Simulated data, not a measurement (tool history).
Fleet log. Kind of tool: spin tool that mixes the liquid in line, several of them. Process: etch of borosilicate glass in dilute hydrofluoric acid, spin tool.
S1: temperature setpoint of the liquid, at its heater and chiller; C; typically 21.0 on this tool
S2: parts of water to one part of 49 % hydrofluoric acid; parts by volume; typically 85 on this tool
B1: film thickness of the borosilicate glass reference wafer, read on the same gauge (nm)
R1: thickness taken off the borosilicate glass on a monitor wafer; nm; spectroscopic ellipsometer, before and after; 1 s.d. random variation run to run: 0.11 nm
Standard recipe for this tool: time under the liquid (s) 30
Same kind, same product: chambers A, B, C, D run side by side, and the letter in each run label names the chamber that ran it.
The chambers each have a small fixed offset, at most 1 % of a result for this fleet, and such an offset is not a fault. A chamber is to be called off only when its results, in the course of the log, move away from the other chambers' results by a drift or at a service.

{"run": "1B", "hour": 9.2, "S1": 21.0, "S2": 85, "time under the liquid (s)": 30, "B1": 40.026, "R1": 11.418}
{"hour": 12.8, "done": "chamber A: thermometer replaced"}
{"run": "2A", "hour": 15.6, "S1": 21.0, "S2": 85, "time under the liquid (s)": 30, "B1": 40.012, "R1": 11.723}
{"run": "3D", "hour": 28.1, "S1": 21.0, "S2": 85, "time under the liquid (s)": 30, "B1": 39.992, "R1": 11.439}
{"run": "4C", "hour": 40.1, "S1": 21.0, "S2": 85, "time under the liquid (s)": 30, "B1": 39.975, "R1": 11.555}
{"run": "5D", "hour": 53.7, "S1": 21.0, "S2": 85, "time under the liquid (s)": 30, "B1": 39.97, "R1": 11.492}
{"run": "6B", "hour": 61.9, "S1": 21.0, "S2": 85, "time under the liquid (s)": 30, "B1": 40.009, "R1": 11.625}
{"run": "7A", "hour": 72.2, "S1": 21.0, "S2": 85, "time under the liquid (s)": 30, "B1": 40.001, "R1": 11.719}
{"run": "8C", "hour": 83.0, "S1": 21.0, "S2": 85, "time under the liquid (s)": 30, "B1": 40.029, "R1": 11.656}
{"run": "9C", "hour": 89.6, "S1": 21.0, "S2": 85, "time under the liquid (s)": 30, "B1": 39.988, "R1": 11.454}
{"run": "10A", "hour": 96.5, "S1": 21.0, "S2": 85, "time under the liquid (s)": 30, "B1": 39.997, "R1": 11.417}
{"run": "11B", "hour": 107.1, "S1": 21.0, "S2": 85, "time under the liquid (s)": 30, "B1": 39.985, "R1": 11.455}
{"run": "12D", "hour": 117.8, "S1": 21.0, "S2": 85, "time under the liquid (s)": 30, "B1": 40.003, "R1": 11.764}
{"run": "13B", "hour": 127.9, "S1": 21.0, "S2": 85, "time under the liquid (s)": 30, "B1": 39.967, "R1": 11.702}
{"run": "14A", "hour": 136.1, "S1": 21.0, "S2": 85, "time under the liquid (s)": 30, "B1": 39.981, "R1": 11.854}
{"run": "15D", "hour": 147.1, "S1": 21.0, "S2": 85, "time under the liquid (s)": 30, "B1": 40.003, "R1": 11.922}
{"run": "16C", "hour": 158.3, "S1": 21.0, "S2": 85, "time under the liquid (s)": 30, "B1": 39.976, "R1": 11.689}
{"run": "17A", "hour": 168.9, "S1": 21.0, "S2": 85, "time under the liquid (s)": 30, "B1": 40.024, "R1": 11.428}
{"run": "18D", "hour": 179.7, "S1": 21.0, "S2": 85, "time under the liquid (s)": 30, "B1": 40.037, "R1": 12.039}
{"run": "19B", "hour": 186.2, "S1": 21.0, "S2": 85, "time under the liquid (s)": 30, "B1": 39.976, "R1": 11.458}
{"run": "20C", "hour": 197.4, "S1": 21.0, "S2": 85, "time under the liquid (s)": 30, "B1": 40.001, "R1": 11.721}
{"run": "21A", "hour": 204.5, "S1": 21.0, "S2": 85, "time under the liquid (s)": 30, "B1": 40.014, "R1": 11.527}
{"run": "22C", "hour": 211.9, "S1": 21.0, "S2": 85, "time under the liquid (s)": 30, "B1": 39.97, "R1": 11.602}
{"run": "23B", "hour": 218.8, "S1": 21.0, "S2": 85, "time under the liquid (s)": 30, "B1": 40.0, "R1": 11.382}
{"run": "24D", "hour": 225.0, "S1": 21.0, "S2": 85, "time under the liquid (s)": 30, "B1": 40.024, "R1": 12.381}
{"run": "25A", "hour": 234.9, "S1": 21.0, "S2": 85, "time under the liquid (s)": 30, "B1": 39.946, "R1": 11.312}
{"run": "26C", "hour": 246.2, "S1": 21.0, "S2": 85, "time under the liquid (s)": 30, "B1": 40.005, "R1": 11.355}
{"run": "27B", "hour": 254.7, "S1": 21.0, "S2": 85, "time under the liquid (s)": 30, "B1": 40.009, "R1": 11.389}
{"run": "28D", "hour": 262.9, "S1": 21.0, "S2": 85, "time under the liquid (s)": 30, "B1": 40.014, "R1": 12.426}
{"hour": 268.8, "done": "chamber C: hydrofluoric acid flow meter replaced"}
{"run": "29A", "hour": 273.3, "S1": 21.0, "S2": 85, "time under the liquid (s)": 30, "B1": 40.025, "R1": 11.594}
{"run": "30C", "hour": 287.2, "S1": 21.0, "S2": 85, "time under the liquid (s)": 30, "B1": 40.024, "R1": 11.63}
{"run": "31B", "hour": 295.7, "S1": 21.0, "S2": 85, "time under the liquid (s)": 30, "B1": 39.992, "R1": 11.653}
{"run": "32D", "hour": 302.0, "S1": 21.0, "S2": 85, "time under the liquid (s)": 30, "B1": 40.001, "R1": 12.559}

Each of the 4 chambers runs these same settings next. Fill in every chamber's results:
{"run": "33A", "hour": 312.2, "S1": 24.5, "S2": 85, "time under the liquid (s)": 30, "R1": "?"}
{"run": "33B", "hour": 312.2, "S1": 24.5, "S2": 85, "time under the liquid (s)": 30, "R1": "?"}
{"run": "33C", "hour": 312.2, "S1": 24.5, "S2": 85, "time under the liquid (s)": 30, "R1": "?"}
{"run": "33D", "hour": 312.2, "S1": 24.5, "S2": 85, "time under the liquid (s)": 30, "R1": "?"}

run=33A R1=13.142
run=33B R1=13.413
run=33C R1=13.278
run=33D R1=14.454
